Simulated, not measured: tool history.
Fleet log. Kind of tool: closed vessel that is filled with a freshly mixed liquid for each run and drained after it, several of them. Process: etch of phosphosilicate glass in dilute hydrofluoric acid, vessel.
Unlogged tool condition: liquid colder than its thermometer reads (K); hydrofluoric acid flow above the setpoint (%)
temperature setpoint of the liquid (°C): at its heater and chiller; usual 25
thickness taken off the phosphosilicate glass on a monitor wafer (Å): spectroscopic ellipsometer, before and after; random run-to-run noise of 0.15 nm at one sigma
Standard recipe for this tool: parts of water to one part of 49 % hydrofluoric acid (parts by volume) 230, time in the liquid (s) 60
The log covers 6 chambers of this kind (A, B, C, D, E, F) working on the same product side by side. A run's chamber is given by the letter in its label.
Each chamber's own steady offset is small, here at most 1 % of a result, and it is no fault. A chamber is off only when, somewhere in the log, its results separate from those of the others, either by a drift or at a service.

| run | day | temperature setpoint of the liquid (°C) | parts of water to one part of 49 % hydrofluoric acid (parts by volume) | time in the liquid (s) | hours since the thermometer was replaced | hours since the hydrofluoric acid flow meter was replaced | read-back film thickness of the phosphosilicate glass reference wafer, read on the same gauge (nm) | thickness taken off the phosphosilicate glass on a monitor wafer (Å) |
|---|---|---|---|---|---|---|---|---|
| 1D | 0.221 | 25 | 230 | 60 | 314.5 | 462.1 | 39.98 | 285.51 |
| 2C | 0.417 | 25 | 230 | 60 | 412.9 | 656 | 40.006 | 284.9 |
| 3A | 0.712 | 25 | 230 | 60 | 555.8 | 1312.3 | 39.998 | 285.92 |
| 4B | 0.925 | 25 | 230 | 60 | 1992.8 | 919 | 40.002 | 284.34 |
| 5E | 1.171 | 25 | 230 | 60 | 941.5 | 2009.4 | 40.038 | 285.94 |
| 6F | 1.371 | 25 | 230 | 60 | 536 | 1269.5 | 40.001 | 283.44 |
| 7E | 1.633 | 25 | 230 | 60 | 952.6 | 2020.5 | 40.006 | 284.25 |
| 8F | 1.896 | 25 | 230 | 60 | 548.6 | 1282.1 | 40.001 | 282.95 |
| 9D | 2.125 | 25 | 230 | 60 | 360.2 | 507.8 | 39.976 | 288.99 |
| 10A | 2.425 | 25 | 230 | 60 | 596.9 | 1353.4 | 39.982 | 287.07 |
| 11B | 2.592 | 25 | 230 | 60 | 2032.8 | 959 | 39.975 | 282.38 |
| 12C | 2.838 | 25 | 230 | 60 | 471 | 714.1 | 40.031 | 282.21 |
| 13D | 3.004 | 25 | 230 | 60 | 381.3 | 528.9 | 40.018 | 287.21 |
| 14A | 3.296 | 25 | 230 | 60 | 617.8 | 1374.3 | 40 | 287.45 |
|  | 3.404 | chamber E: hydrofluoric acid flow meter replaced |
|  | 3.55 | chamber C: hydrofluoric acid flow meter replaced |
| 15C | 3.55 | 25 | 230 | 60 | 488.1 | 0 | 39.999 | 285.55 |
| 16E | 3.779 | 25 | 230 | 60 | 1004.1 | 9.1 | 39.977 | 286.74 |
| 17F | 3.929 | 25 | 230 | 60 | 597.4 | 1330.9 | 40.012 | 286.3 |
| 18B | 4.154 | 25 | 230 | 60 | 2070.3 | 996.5 | 39.978 | 285 |
| 19E | 4.354 | 25 | 310 | 45 | 1017.9 | 22.9 | 40.025 | 147.22 |
| 20F | 4.642 | 25 | 310 | 45 | 614.5 | 1348 | 40.014 | 147.26 |
| 21D | 4.938 | 25 | 310 | 45 | 427.7 | 575.3 | 40.013 | 148.18 |
| 22C | 5.117 | 25 | 310 | 45 | 525.7 | 37.6 | 40.015 | 145.28 |
| 23A | 5.396 | 25 | 310 | 45 | 668.2 | 1424.7 | 39.976 | 146.62 |
| 24B | 5.658 | 25 | 310 | 45 | 2106.4 | 1032.6 | 40.009 | 144.87 |
| 25A | 5.875 | 20 | 230 | 40 | 679.7 | 1436.2 | 39.994 | 156.41 |
| 26F | 6.162 | 20 | 230 | 40 | 651 | 1384.5 | 39.994 | 156.94 |
| 27E | 6.392 | 20 | 230 | 40 | 1066.8 | 71.8 | 40.017 | 159.68 |
| 28C | 6.538 | 20 | 230 | 40 | 559.8 | 71.7 | 40.003 | 156.74 |
| 29B | 6.842 | 20 | 230 | 40 | 2134.8 | 1061 | 39.993 | 157.05 |
| 30D | 7 | 20 | 230 | 40 | 477.2 | 624.8 | 39.985 | 157.53 |
| 31F | 7.154 | 27.5 | 230 | 75 | 674.8 | 1408.3 | 39.98 | 392.15 |
| 32B | 7.354 | 27.5 | 230 | 75 | 2147.1 | 1073.3 | 40.013 | 390.39 |
| 33E | 7.6 | 27.5 | 230 | 75 | 1095.8 | 100.8 | 40.023 | 388.44 |
| 34A | 7.892 | 27.5 | 230 | 75 | 728.1 | 1484.6 | 40.006 | 391.39 |
|  | 8.05 | chamber D: thermometer replaced |
| 35D | 8.108 | 27.5 | 230 | 75 | 1.4 | 651.4 | 39.979 | 392.03 |
| 36C | 8.267 | 27.5 | 230 | 75 | 601.3 | 113.2 | 39.957 | 386.21 |
| 37A | 8.475 | 25 | 230 | 60 | 742.1 | 1498.6 | 40.017 | 282.91 |
| 38B | 8.717 | 25 | 230 | 60 | 2179.8 | 1106 | 39.987 | 286.75 |
| 39D | 9 | 25 | 230 | 60 | 22.8 | 672.8 | 40.014 | 286.68 |
| 40C | 9.25 | 25 | 230 | 45 | 624.9 | 136.8 | 40.001 | 213.14 |
| 41E | 9.571 | 25 | 230 | 45 | 1143.1 | 148.1 | 39.968 | 213.58 |

One chamber off, gauge drift, or nothing amiss beyond the chambers' own small offsets? If it is a chamber, which one, and what is the likeliest cause?

All chambers stay in line apart from their small fixed offsets, and the gauge does not drift.

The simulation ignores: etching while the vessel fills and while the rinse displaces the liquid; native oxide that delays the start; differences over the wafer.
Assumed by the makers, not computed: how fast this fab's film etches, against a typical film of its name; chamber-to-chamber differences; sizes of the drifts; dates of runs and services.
